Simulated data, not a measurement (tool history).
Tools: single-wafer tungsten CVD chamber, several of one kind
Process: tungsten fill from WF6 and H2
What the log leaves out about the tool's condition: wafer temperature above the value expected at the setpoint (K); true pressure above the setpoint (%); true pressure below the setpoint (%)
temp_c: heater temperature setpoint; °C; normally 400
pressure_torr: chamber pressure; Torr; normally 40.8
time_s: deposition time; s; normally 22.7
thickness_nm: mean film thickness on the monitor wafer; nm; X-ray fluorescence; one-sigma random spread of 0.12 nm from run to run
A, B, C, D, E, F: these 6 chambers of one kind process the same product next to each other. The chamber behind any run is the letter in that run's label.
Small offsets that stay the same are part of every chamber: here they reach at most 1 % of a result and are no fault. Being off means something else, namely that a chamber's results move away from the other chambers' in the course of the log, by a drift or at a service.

| run | hour | temp_c | pressure_torr | time_s | hours since the last thermocouple change | hours since the last manometer calibration | read-back reference wafer on the same gauge, thickness_nm | thickness_nm |
|---|---|---|---|---|---|---|---|---|
| 1C | 4.4 | 400 | 40.8 | 22.7 | 525.7 | 1420.0 | 63.096 | 76.785 |
| 2A | 11.3 | 400 | 40.8 | 22.7 | 296.5 | 1039.4 | 63.073 | 75.836 |
| 3D | 16.4 | 400 | 40.8 | 22.7 | 504.2 | 767.5 | 63.075 | 76.383 |
| 4E | 20.0 | 400 | 40.8 | 22.7 | 2838.7 | 1222.9 | 63.086 | 76.499 |
|  | 23.0 | chamber C: capacitance manometer re-zeroed and calibrated |
| 5B | 26.4 | 400 | 47.1 | 26.0 | 1073.1 | 1775.3 | 63.057 | 92.978 |
| 6F | 33.1 | 400 | 47.1 | 26.0 | 697.8 | 959.5 | 63.051 | 92.904 |
| 7A | 38.9 | 400 | 47.1 | 26.0 | 324.1 | 1067.0 | 63.060 | 92.771 |
| 8D | 43.1 | 400 | 47.1 | 26.0 | 530.9 | 794.2 | 63.028 | 93.155 |
|  | 43.6 | chamber E: thermocouple changed; heater temperature recalibrated |
| 9B | 48.8 | 400 | 47.1 | 26.0 | 1095.5 | 1797.7 | 62.992 | 92.984 |
| 10E | 54.5 | 400 | 47.1 | 26.0 | 10.9 | 1257.4 | 63.011 | 93.732 |
| 11C | 62.3 | 400 | 40.8 | 22.7 | 583.6 | 39.4 | 62.998 | 76.726 |
| 12F | 67.1 | 400 | 40.8 | 22.7 | 731.8 | 993.5 | 63.015 | 76.119 |
| 13A | 73.5 | 412 | 40.8 | 19.0 | 358.7 | 1101.6 | 62.980 | 78.236 |
| 14F | 81.2 | 412 | 40.8 | 19.0 | 745.9 | 1007.6 | 62.958 | 77.876 |
| 15E | 87.0 | 412 | 40.8 | 19.0 | 43.4 | 1289.9 | 62.986 | 78.893 |
| 16B | 91.6 | 412 | 40.8 | 19.0 | 1138.3 | 1840.5 | 62.960 | 77.961 |
| 17C | 98.8 | 412 | 40.8 | 19.0 | 620.1 | 75.9 | 62.955 | 78.607 |
| 18D | 104.8 | 412 | 40.8 | 19.0 | 592.6 | 855.9 | 62.925 | 78.464 |
| 19F | 109.2 | 400 | 40.8 | 22.7 | 773.9 | 1035.6 | 62.922 | 75.809 |
| 20E | 113.7 | 400 | 40.8 | 22.7 | 70.1 | 1316.6 | 62.923 | 76.241 |
| 21C | 118.6 | 400 | 40.8 | 22.7 | 639.9 | 95.7 | 62.922 | 76.727 |
| 22A | 125.3 | 400 | 40.8 | 22.7 | 410.5 | 1153.4 | 62.923 | 75.731 |
| 23B | 132.6 | 400 | 40.8 | 22.7 | 1179.3 | 1881.5 | 62.897 | 75.708 |
| 24D | 140.5 | 400 | 40.8 | 22.7 | 628.3 | 891.6 | 62.872 | 76.022 |
| 25A | 145.2 | 400 | 40.8 | 22.7 | 430.4 | 1173.3 | 62.890 | 75.633 |
| 26D | 153.1 | 400 | 40.8 | 22.7 | 640.9 | 904.2 | 62.876 | 75.958 |
| 27B | 159.4 | 400 | 44.7 | 20.4 | 1206.1 | 1908.3 | 62.874 | 70.729 |
| 28C | 165.0 | 400 | 44.7 | 20.4 | 686.3 | 142.1 | 62.848 | 71.723 |
| 29E | 169.9 | 400 | 44.7 | 20.4 | 126.3 | 1372.8 | 62.842 | 71.470 |
| 30F | 174.3 | 400 | 44.7 | 20.4 | 839.0 | 1100.7 | 62.817 | 70.984 |
| 31E | 181.4 | 400 | 44.7 | 20.4 | 137.8 | 1384.3 | 62.829 | 71.530 |
| 32A | 186.7 | 400 | 44.7 | 20.4 | 471.9 | 1214.8 | 62.815 | 70.827 |
| 33C | 191.9 | 400 | 32.9 | 22.7 | 713.2 | 169.0 | 62.796 | 69.078 |
| 34F | 198.7 | 400 | 32.9 | 22.7 | 863.4 | 1125.1 | 62.795 | 68.553 |
| 35D | 202.4 | 400 | 32.9 | 22.7 | 690.2 | 953.5 | 62.774 | 68.673 |
| 36B | 209.2 | 400 | 32.9 | 22.7 | 1255.9 | 1958.1 | 62.789 | 68.582 |
| 37A | 216.1 | 400 | 32.9 | 22.7 | 501.3 | 1244.2 | 62.755 | 68.149 |
| 38E | 223.7 | 400 | 32.9 | 22.7 | 180.1 | 1426.6 | 62.757 | 68.691 |
| 39B | 229.1 | 400 | 40.8 | 22.7 | 1275.8 | 1978.0 | 62.761 | 75.759 |
| 40F | 236.8 | 400 | 40.8 | 22.7 | 901.5 | 1163.2 | 62.729 | 75.653 |
| 41D | 244.1 | 400 | 40.8 | 22.7 | 731.9 | 995.2 | 62.751 | 75.883 |
| 42C | 248.2 | 400 | 35.6 | 26.8 | 769.5 | 225.3 | 62.736 | 84.630 |
| 43F | 255.6 | 400 | 35.6 | 26.8 | 920.3 | 1182.0 | 62.731 | 83.873 |

Has any chamber moved away from the others, gradually or after a service, or does the common gauge drift, or do the chambers differ only by their own small steady offsets? State the chamber and the most likely cause if one applies.

The shared gauge is drifting. All chambers look as if they move in step, but none is off.
Cause: gauge reads low (%) = 0.631.

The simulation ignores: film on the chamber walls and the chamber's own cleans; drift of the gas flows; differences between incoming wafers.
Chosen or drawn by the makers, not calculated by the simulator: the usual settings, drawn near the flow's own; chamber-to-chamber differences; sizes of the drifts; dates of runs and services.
